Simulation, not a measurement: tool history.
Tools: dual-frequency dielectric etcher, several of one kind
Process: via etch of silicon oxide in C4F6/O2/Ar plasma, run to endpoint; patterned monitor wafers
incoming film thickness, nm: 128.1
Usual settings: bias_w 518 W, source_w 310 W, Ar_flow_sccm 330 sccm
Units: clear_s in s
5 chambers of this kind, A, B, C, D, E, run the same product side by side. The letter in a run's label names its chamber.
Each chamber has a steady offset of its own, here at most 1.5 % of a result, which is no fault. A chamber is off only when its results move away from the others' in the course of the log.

Run 1E, hour 3.3: usual settings. Result: clear_s 30.541 s.
Run 2C, hour 7: usual settings. Result: clear_s 31.032 s.
Run 3A, hour 9.8: usual settings. Result: clear_s 30.79 s.
Run 4B, hour 13.4: usual settings. Result: clear_s 30.602 s.
Run 5D, hour 16.4: usual settings. Result: clear_s 31.024 s.
Run 6A, hour 18.7: usual settings. Result: clear_s 31.238 s.
Run 7D, hour 21.3: usual settings. Result: clear_s 30.923 s.
Run 8B, hour 24.9: usual settings but bias_w 584 W. Result: clear_s 29.387 s.
Run 9C, hour 29.2: usual settings but bias_w 584 W. Result: clear_s 29.605 s.
Run 10E, hour 33.5: usual settings but bias_w 584 W. Result: clear_s 29.269 s.
Run 11D, hour 36.4: usual settings but bias_w 584 W. Result: clear_s 29.372 s.
At hour 38: chamber C: wet clean of the chamber.
Run 12C, hour 39.6: usual settings but bias_w 584 W. Result: clear_s 29.68 s.
Run 13E, hour 42.8: usual settings but Ar_flow_sccm 402 sccm. Result: clear_s 31.242 s.
Run 14B, hour 45.8: usual settings but Ar_flow_sccm 402 sccm. Result: clear_s 31.417 s.
Run 15A, hour 50.3: usual settings but Ar_flow_sccm 402 sccm. Result: clear_s 31.857 s.
Run 16E, hour 54.8: usual settings but Ar_flow_sccm 402 sccm. Result: clear_s 31.202 s.
Run 17C, hour 58: usual settings but Ar_flow_sccm 402 sccm. Result: clear_s 31.78 s.
Run 18A, hour 60.4: usual settings. Result: clear_s 31.161 s.
Run 19D, hour 63.6: usual settings. Result: clear_s 30.894 s.
Run 20B, hour 67.6: usual settings. Result: clear_s 30.655 s.
Run 21B, hour 72.1: usual settings. Result: clear_s 30.593 s.
Run 22C, hour 75.6: usual settings. Result: clear_s 31.121 s.
Run 23E, hour 78.4: usual settings. Result: clear_s 30.747 s.
Run 24A, hour 82.1: usual settings. Result: clear_s 30.742 s.
At hour 84.8: chamber B: wet clean of the chamber.
Run 25D, hour 85: usual settings. Result: clear_s 30.625 s.
Run 26C, hour 88: usual settings. Result: clear_s 30.95 s.
Run 27A, hour 92.6: usual settings. Result: clear_s 30.815 s.
Run 28D, hour 96.9: usual settings. Result: clear_s 30.816 s.
Run 29E, hour 101.4: usual settings. Result: clear_s 30.985 s.
Run 30B, hour 105.9: usual settings but bias_w 416 W. Result: clear_s 31.776 s.
Run 31A, hour 109.9: usual settings but bias_w 416 W. Result: clear_s 33.69 s.
Run 32D, hour 112.2: usual settings but bias_w 416 W. Result: clear_s 33.532 s.
Run 33E, hour 116.8: usual settings but bias_w 416 W. Result: clear_s 33.549 s.
Run 34C, hour 121.4: usual settings but bias_w 416 W. Result: clear_s 33.837 s.
Run 35B, hour 124.8: usual settings. Result: clear_s 28.965 s.
Run 36E, hour 129.3: usual settings. Result: clear_s 30.392 s.
Run 37C, hour 132.2: usual settings. Result: clear_s 31.114 s.
Run 38A, hour 136: usual settings. Result: clear_s 30.9 s.
Run 39B, hour 140.1: usual settings. Result: clear_s 28.988 s.
Run 40D, hour 144.3: usual settings. Result: clear_s 30.737 s.
Run 41D, hour 146.9: usual settings. Result: clear_s 30.987 s.
Run 42C, hour 150.9: usual settings. Result: clear_s 31.156 s.

All 5 chambers run these settings next. Forecast each chamber's results:
Run 43A, hour 154.3: usual settings but source_w 360 W. Result: clear_s ?.
Run 43B, hour 154.3: usual settings but source_w 360 W. Result: clear_s ?.
Run 43C, hour 154.3: usual settings but source_w 360 W. Result: clear_s ?.
Run 43D, hour 154.3: usual settings but source_w 360 W. Result: clear_s ?.
Run 43E, hour 154.3: usual settings but source_w 360 W. Result: clear_s ?.

run  clear_s
43A   29.397
43B   27.558
43C   29.424
43D   29.446
43E    28.82

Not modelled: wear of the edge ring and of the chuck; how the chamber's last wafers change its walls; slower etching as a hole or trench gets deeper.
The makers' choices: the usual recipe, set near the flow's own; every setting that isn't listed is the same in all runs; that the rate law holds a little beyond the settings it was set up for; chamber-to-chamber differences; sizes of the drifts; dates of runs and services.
